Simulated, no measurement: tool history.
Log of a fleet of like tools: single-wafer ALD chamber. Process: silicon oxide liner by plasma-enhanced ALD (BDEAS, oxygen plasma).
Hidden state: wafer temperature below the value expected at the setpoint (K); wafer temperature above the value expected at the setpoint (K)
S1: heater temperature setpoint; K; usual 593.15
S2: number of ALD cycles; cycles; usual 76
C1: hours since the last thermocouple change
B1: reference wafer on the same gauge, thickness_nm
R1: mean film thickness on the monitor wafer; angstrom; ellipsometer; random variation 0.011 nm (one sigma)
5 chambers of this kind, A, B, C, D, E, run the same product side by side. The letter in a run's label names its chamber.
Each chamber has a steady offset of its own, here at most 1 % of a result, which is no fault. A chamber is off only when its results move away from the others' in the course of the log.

run   hour      S1  S2      C1      B1      R1
 1E    8.8  593.15  76   802.6  7.4786  68.621
 2B   16.5  593.15  76  1143.6  7.4755   68.04
 3D   21.6  593.15  76   829.2   7.479  68.435
 4C   27.5  593.15  76  1740.7  7.4749  69.203
 5A   32.1  593.15  76   857.1  7.4694  68.363
 6C     41  593.15  76  1754.2  7.4724  69.281
 7D     49  593.15  76   856.6  7.4719  68.396
 8E   53.4  593.15  76   847.2   7.471  68.473
 9B   59.2  593.15  76  1186.3  7.4701  68.027
10A   68.2  593.15  62   893.2  7.4707  55.808
11C   74.3  593.15  62  1787.5  7.4677  56.586
12B   80.2  593.15  62  1207.3  7.4627  55.398
13D   88.4  593.15  62     896  7.4629  55.728
14A   93.3  593.15  62   918.3  7.4639  55.709
15E  101.2  593.15  76     895  7.4618  68.556
16D  110.5  593.15  76   918.1  7.4603  68.433
17B  117.8  593.15  76  1244.9    7.46  67.888
18E  125.2  593.15  76     919  7.4534  68.245
19C  131.7  593.15  76  1844.9  7.4554  69.136
20A  138.9  593.15  76   963.9  7.4557  68.403
21D  146.6  593.15  76   954.2  7.4498  68.163
22E  153.2  593.15  76     947  7.4507  68.405
23A  158.2  593.15  76   983.2  7.4517  68.229
24C    168  593.15  76  1881.2  7.4497  68.973
25B  177.4  593.15  76  1304.5   7.444   67.82
26C  186.9  593.15  76  1900.1  7.4453  68.829
27D  195.5  593.15  76  1003.1  7.4437  68.202
28B  200.8  593.15  76  1327.9  7.4418   67.72
29A  207.8  593.15  76  1032.8  7.4429  68.062
30E  217.9  593.15  76  1011.7  7.4368  68.222
31B  227.7  593.15  76  1354.8  7.4388  67.642
32D    233  593.15  76  1040.6  7.4356  68.004
33E  237.9  606.15  90  1031.7  7.4358  79.316
34A  247.6  606.15  90  1072.6  7.4317  79.321
35C  256.7  606.15  90  1969.9  7.4328  80.044
36A  261.6  606.15  90  1086.6  7.4316  79.327

All 5 chambers run these settings next. Forecast each chamber's results:
37A  268.8  593.15  76           ?
37B  268.8  593.15  76           ?
37C  268.8  593.15  76           ?
37D  268.8  593.15  76           ?
37E  268.8  593.15  76           ?

run      R1
37A  68.092
37B  67.511
37C  68.822
37D  68.042
37E  68.164
